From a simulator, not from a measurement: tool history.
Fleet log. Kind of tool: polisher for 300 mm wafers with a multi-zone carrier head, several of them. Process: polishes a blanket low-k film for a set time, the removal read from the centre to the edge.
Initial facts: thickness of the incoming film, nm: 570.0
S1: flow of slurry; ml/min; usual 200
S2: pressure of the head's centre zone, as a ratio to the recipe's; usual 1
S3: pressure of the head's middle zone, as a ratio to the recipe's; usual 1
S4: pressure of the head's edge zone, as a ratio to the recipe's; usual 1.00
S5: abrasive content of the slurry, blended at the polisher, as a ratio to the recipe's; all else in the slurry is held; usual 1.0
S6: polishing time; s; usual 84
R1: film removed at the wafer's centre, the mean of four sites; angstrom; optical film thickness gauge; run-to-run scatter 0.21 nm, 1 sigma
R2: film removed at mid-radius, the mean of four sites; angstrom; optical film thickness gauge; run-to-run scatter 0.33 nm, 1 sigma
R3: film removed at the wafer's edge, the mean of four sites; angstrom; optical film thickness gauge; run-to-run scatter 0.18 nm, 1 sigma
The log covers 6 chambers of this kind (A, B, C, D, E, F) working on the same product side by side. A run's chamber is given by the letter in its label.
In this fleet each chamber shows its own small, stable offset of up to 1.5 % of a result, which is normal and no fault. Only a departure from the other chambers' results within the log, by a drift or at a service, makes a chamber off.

run   hour   S1  S2  S3    S4   S5   S6      R1      R2      R3
       9.2  -- chamber A: slurry nozzle cleaned
 1C   11.8  200   1   1  1.00  1.0   84  224.03  230.60  227.73
 2F   18.4  200   1   1  1.00  1.0   84  222.60  226.15  230.38
      23.7  -- chamber D: centre zone pressure recalibrated
 3A   32.0  200   1   1  1.00  1.0   84  230.24  227.46  225.11
      38.1  -- chamber F: worn pad replaced by a new one
      39.3  -- chamber A: worn pad replaced by a new one
 4E   45.2  200   1   1  1.00  1.0   84  230.03  229.64  229.20
 5B   53.6  200   1   1  1.00  1.0   84  228.96  225.40  232.56
      57.5  -- chamber B: slurry nozzle cleaned
 6D   66.2  200   1   1  1.00  1.0   84  225.58  229.29  229.62
      67.8  -- chamber E: worn pad replaced by a new one
      68.6  -- chamber D: worn pad replaced by a new one
 7A   78.7  200   1   1  1.00  1.0   84  228.77  226.50  225.50
 8F   90.6  200   1   1  1.00  1.0   84  224.66  227.87  229.94
 9E  102.0  200   1   1  1.00  1.0   84  230.04  226.64  226.71
10B  111.4  200   1   1  1.00  1.0   84  228.68  225.44  229.19
11D  118.1  200   1   1  1.00  1.0   59  157.91  164.36  159.56
     125.3  -- chamber C: slurry nozzle cleaned
12C  128.1  200   1   1  1.00  1.0   59  161.17  157.87  161.57
     128.7  -- chamber E: slurry nozzle cleaned
13D  134.0  200   1   1  1.00  1.0   59  158.84  159.63  159.73
     134.4  -- chamber C: worn pad replaced by a new one
     134.7  -- chamber A: worn pad replaced by a new one
14A  139.9  200   1   1  1.00  1.0   59  161.70  160.25  158.63
     143.5  -- chamber B: worn pad replaced by a new one
     144.6  -- chamber F: slurry nozzle cleaned
15E  151.3  200   1   1  1.00  1.0   59  163.12  163.21  159.43
     158.4  -- chamber F: worn pad replaced by a new one
16C  159.5  200   1   1  1.00  1.0   59  160.43  160.37  161.40
17B  170.9  200   1   1  1.00  1.0   84  230.33  227.22  230.28
     173.3  -- chamber A: centre zone pressure recalibrated
     175.9  -- chamber B: centre zone pressure recalibrated
18F  183.0  200   1   1  1.00  1.0   84  223.97  225.78  228.40
     186.7  -- chamber D: slurry nozzle cleaned
19E  190.2  200   1   1  1.00  1.0   84  228.23  233.05  225.06
     192.5  -- chamber F: edge zone pressure recalibrated
     193.4  -- chamber F: centre zone pressure recalibrated
20D  197.0  200   1   1  1.00  1.0   84  227.96  232.95  228.97
     203.6  -- chamber E: worn pad replaced by a new one
21B  207.4  200   1   1  1.00  1.0   84  227.29  230.62  229.18
22C  219.5  200   1   1  1.00  1.0   84  226.80  225.96  228.52
23A  228.7  200   1   1  1.00  1.0   84  232.44  227.05  223.41
     233.3  -- chamber E: edge zone pressure recalibrated
24F  237.6  200   1   1  0.89  1.0   84  225.39  226.96  215.38
     243.5  -- chamber A: worn pad replaced by a new one
25E  250.0  200   1   1  0.89  1.0   84  231.48  228.66  215.12
     255.9  -- chamber C: worn pad replaced by a new one
26C  261.0  200   1   1  0.89  1.0   84  228.35  228.57  217.70
     269.5  -- chamber D: worn pad replaced by a new one
27D  272.2  200   1   1  0.89  1.0   84  219.79  223.05  213.90
28F  280.2  200   1   1  0.89  1.0   84  225.20  222.35  215.62
     281.6  -- chamber F: worn pad replaced by a new one
29A  288.1  200   1   1  0.89  1.0   84  227.45  233.54  212.96
30B  299.1  200   1   1  1.00  1.0   84  230.69  226.13  228.03
31D  310.0  200   1   1  1.00  1.3  111  330.69  328.32  338.48
32C  322.4  200   1   1  1.00  1.3  111  332.28  333.36  335.16
33B  333.8  200   1   1  1.00  1.3  111  340.29  338.87  342.18
     339.0  -- chamber E: worn pad replaced by a new one
34E  342.8  200   1   1  1.00  1.3  111  337.47  335.20  333.56
35F  348.7  200   1   1  1.00  1.3  111  332.60  332.90  338.25
36A  359.9  200   1   1  1.00  1.3  111  342.50  335.68  333.14
     371.5  -- chamber D: slurry nozzle cleaned
37D  372.2  200   1   1  1.00  1.0   84  222.00  228.08  225.86

One chamber off, gauge drift, or nothing amiss beyond the chambers' own small offsets? If it is a chamber, which one, and what is the likeliest cause?

Beyond each chamber's small constant offset nothing stands out, and the gauge stays steady.
